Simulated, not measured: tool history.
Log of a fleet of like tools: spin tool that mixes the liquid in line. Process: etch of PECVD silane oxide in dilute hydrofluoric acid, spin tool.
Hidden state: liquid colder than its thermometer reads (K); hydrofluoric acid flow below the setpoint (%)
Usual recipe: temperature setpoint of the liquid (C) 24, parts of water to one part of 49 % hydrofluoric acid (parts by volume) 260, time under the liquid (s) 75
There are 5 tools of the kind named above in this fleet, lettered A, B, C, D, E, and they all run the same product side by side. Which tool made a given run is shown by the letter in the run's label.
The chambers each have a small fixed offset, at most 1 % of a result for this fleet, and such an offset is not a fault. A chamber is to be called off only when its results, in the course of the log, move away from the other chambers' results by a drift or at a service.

run,hour,temperature setpoint of the liquid (C),parts of water to one part of 49 % hydrofluoric acid (parts by volume),time under the liquid (s),hours since the thermometer was replaced,hours since the hydrofluoric acid flow meter was replaced,"read-back film thickness of the PECVD silane oxide reference wafer, read on the same gauge (nm)",thickness taken off the PECVD silane oxide on a monitor wafer (Å)
1B,7.5,24,260,75,601.1,553.3,90.005,44.543
2E,18.2,24,260,75,358.5,37.8,89.942,44.297
3C,29.5,24,260,75,956.2,767.5,90.024,43.296
# hour 34.2: chamber C: hydrofluoric acid flow meter replaced
4A,39.3,24,260,75,1010.8,947.8,89.991,44.639
5D,45.6,24,260,75,1091.8,646.0,90.039,44.327
6A,58.1,24,260,75,1029.6,966.6,90.059,44.103
7D,65.4,24,260,50,1111.6,665.8,90.013,29.478
8E,72.4,24,260,50,412.7,92.0,89.980,29.524
9C,78.6,24,260,50,1005.3,44.5,89.994,29.241
10B,90.8,24,260,50,684.4,636.6,90.008,29.531
11A,97.5,24,260,50,1069.0,1006.0,90.009,29.569
12B,107.3,24,260,75,700.9,653.1,89.996,44.518
13E,118.4,24,260,75,458.7,138.0,90.011,44.425
14C,129.8,24,260,75,1056.5,95.7,90.043,43.536
15D,136.9,24,260,75,1183.1,737.3,89.960,43.890
16A,146.4,24,260,75,1117.9,1054.9,89.989,44.810
17B,153.5,24,260,75,747.1,699.3,89.971,44.006
18C,160.7,24,260,75,1087.4,126.6,89.982,44.573
19D,167.5,24,260,75,1213.7,767.9,89.970,43.433
20E,179.8,24,260,75,520.1,199.4,89.943,44.039
21E,186.7,24,315,100,527.0,206.3,90.012,45.568
# hour 193.2: chamber B: hydrofluoric acid flow meter replaced
22C,193.5,24,315,100,1120.2,159.4,89.976,46.080
23D,205.6,24,315,100,1251.8,806.0,90.014,44.335
24A,213.0,24,315,100,1184.5,1121.5,89.959,46.139
25B,221.7,24,315,100,815.3,28.6,89.959,46.378
26A,229.9,24,260,75,1201.4,1138.4,90.004,44.549
27D,237.6,24,260,75,1283.8,838.0,89.982,42.449
28B,249.9,20,330,75,843.5,56.8,89.972,28.809
29E,259.5,20,330,75,599.8,279.1,90.012,28.560
30C,267.4,20,330,75,1194.1,233.3,90.047,27.892
31C,278.7,20,330,75,1205.4,244.6,89.989,28.587
32A,288.6,20,330,75,1260.1,1197.1,89.955,28.291
33B,298.5,26,135,75,892.1,105.4,89.961,107.680
34E,311.0,26,135,75,651.3,330.6,90.023,106.690

The same settings go to every chamber for the next run, one line per chamber below. Forecast the results for each:
35A,320.7,24,260,55,,,,?
35B,320.7,24,260,55,,,,?
35C,320.7,24,260,55,,,,?
35D,320.7,24,260,55,,,,?
35E,320.7,24,260,55,,,,?

run,thickness taken off the PECVD silane oxide on a monitor wafer (Å)
35A,32.924
35B,32.771
35C,32.160
35D,30.514
35E,31.944
